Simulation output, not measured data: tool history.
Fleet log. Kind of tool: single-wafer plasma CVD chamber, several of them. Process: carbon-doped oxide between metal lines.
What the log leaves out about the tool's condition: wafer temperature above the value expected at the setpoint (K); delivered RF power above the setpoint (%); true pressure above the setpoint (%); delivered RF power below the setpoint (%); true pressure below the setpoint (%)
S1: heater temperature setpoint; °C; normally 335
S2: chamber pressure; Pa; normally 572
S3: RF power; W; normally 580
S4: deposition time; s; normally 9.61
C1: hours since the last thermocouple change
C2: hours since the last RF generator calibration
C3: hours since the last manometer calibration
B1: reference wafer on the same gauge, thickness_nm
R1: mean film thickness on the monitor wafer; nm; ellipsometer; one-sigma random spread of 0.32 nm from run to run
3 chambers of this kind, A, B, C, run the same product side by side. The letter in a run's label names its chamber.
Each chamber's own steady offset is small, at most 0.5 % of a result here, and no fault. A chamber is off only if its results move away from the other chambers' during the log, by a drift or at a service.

| run | hour | S1 | S2 | S3 | S4 | C1 | C2 | C3 | B1 | R1 |
|---|---|---|---|---|---|---|---|---|---|---|
| 1A | 15.5 | 335 | 572 | 580 | 9.61 | 702.7 | 1063.5 | 1250.3 | 60.536 | 55.989 |
| 2C | 24.5 | 335 | 572 | 580 | 9.61 | 284.4 | 766.1 | 838.6 | 60.441 | 55.454 |
| 3B | 36.9 | 335 | 572 | 580 | 9.61 | 387.3 | 1426.1 | 1784.9 | 60.505 | 56.573 |
| 4A | 45.2 | 335 | 572 | 580 | 9.61 | 732.4 | 1093.2 | 1280.0 | 60.506 | 55.953 |
| 5C | 58.4 | 335 | 572 | 580 | 9.61 | 318.3 | 800.0 | 872.5 | 60.507 | 55.716 |
| 6B | 68.2 | 335 | 572 | 580 | 9.61 | 418.6 | 1457.4 | 1816.2 | 60.554 | 55.937 |
| 7A | 80.8 | 335 | 572 | 580 | 9.61 | 768.0 | 1128.8 | 1315.6 | 60.522 | 56.843 |
| 8B | 91.4 | 335 | 572 | 580 | 9.61 | 441.8 | 1480.6 | 1839.4 | 60.473 | 56.500 |
| 9C | 99.0 | 335 | 572 | 580 | 9.61 | 358.9 | 840.6 | 913.1 | 60.538 | 55.789 |
| 10B | 112.6 | 335 | 572 | 580 | 9.61 | 463.0 | 1501.8 | 1860.6 | 60.473 | 56.131 |
| 11C | 127.0 | 335 | 572 | 580 | 9.61 | 386.9 | 868.6 | 941.1 | 60.469 | 55.641 |
| 12A | 139.1 | 335 | 471 | 580 | 8.12 | 826.3 | 1187.1 | 1373.9 | 60.466 | 46.636 |
| 13A | 148.3 | 335 | 471 | 580 | 8.12 | 835.5 | 1196.3 | 1383.1 | 60.395 | 46.349 |
| 14C | 163.7 | 335 | 471 | 580 | 8.12 | 423.6 | 905.3 | 977.8 | 60.528 | 45.470 |
|  | 170.8 | chamber B: RF generator calibrated |
| 15B | 177.3 | 335 | 572 | 580 | 9.61 | 527.7 | 6.5 | 1925.3 | 60.558 | 56.885 |
| 16A | 187.3 | 335 | 572 | 580 | 9.61 | 874.5 | 1235.3 | 1422.1 | 60.586 | 56.208 |
| 17B | 195.2 | 335 | 572 | 580 | 9.61 | 545.6 | 24.4 | 1943.2 | 60.481 | 56.351 |
| 18C | 206.3 | 335 | 572 | 580 | 9.61 | 466.2 | 947.9 | 1020.4 | 60.582 | 54.604 |
| 19A | 221.4 | 335 | 572 | 580 | 9.61 | 908.6 | 1269.4 | 1456.2 | 60.537 | 56.830 |
| 20C | 236.1 | 335 | 572 | 580 | 9.61 | 496.0 | 977.7 | 1050.2 | 60.538 | 53.658 |
| 21B | 250.1 | 335 | 572 | 580 | 9.61 | 600.5 | 79.3 | 1998.1 | 60.521 | 56.064 |

Each of the 3 chambers runs these same settings next. Fill in every chamber's results:
| 22A | 261.3 | 335 | 709 | 580 | 9.61 |  |  |  |  | ? |
| 22B | 261.3 | 335 | 709 | 580 | 9.61 |  |  |  |  | ? |
| 22C | 261.3 | 335 | 709 | 580 | 9.61 |  |  |  |  | ? |

| run | R1 |
|---|---|
| 22A | 57.991 |
| 22B | 58.654 |
| 22C | 54.945 |
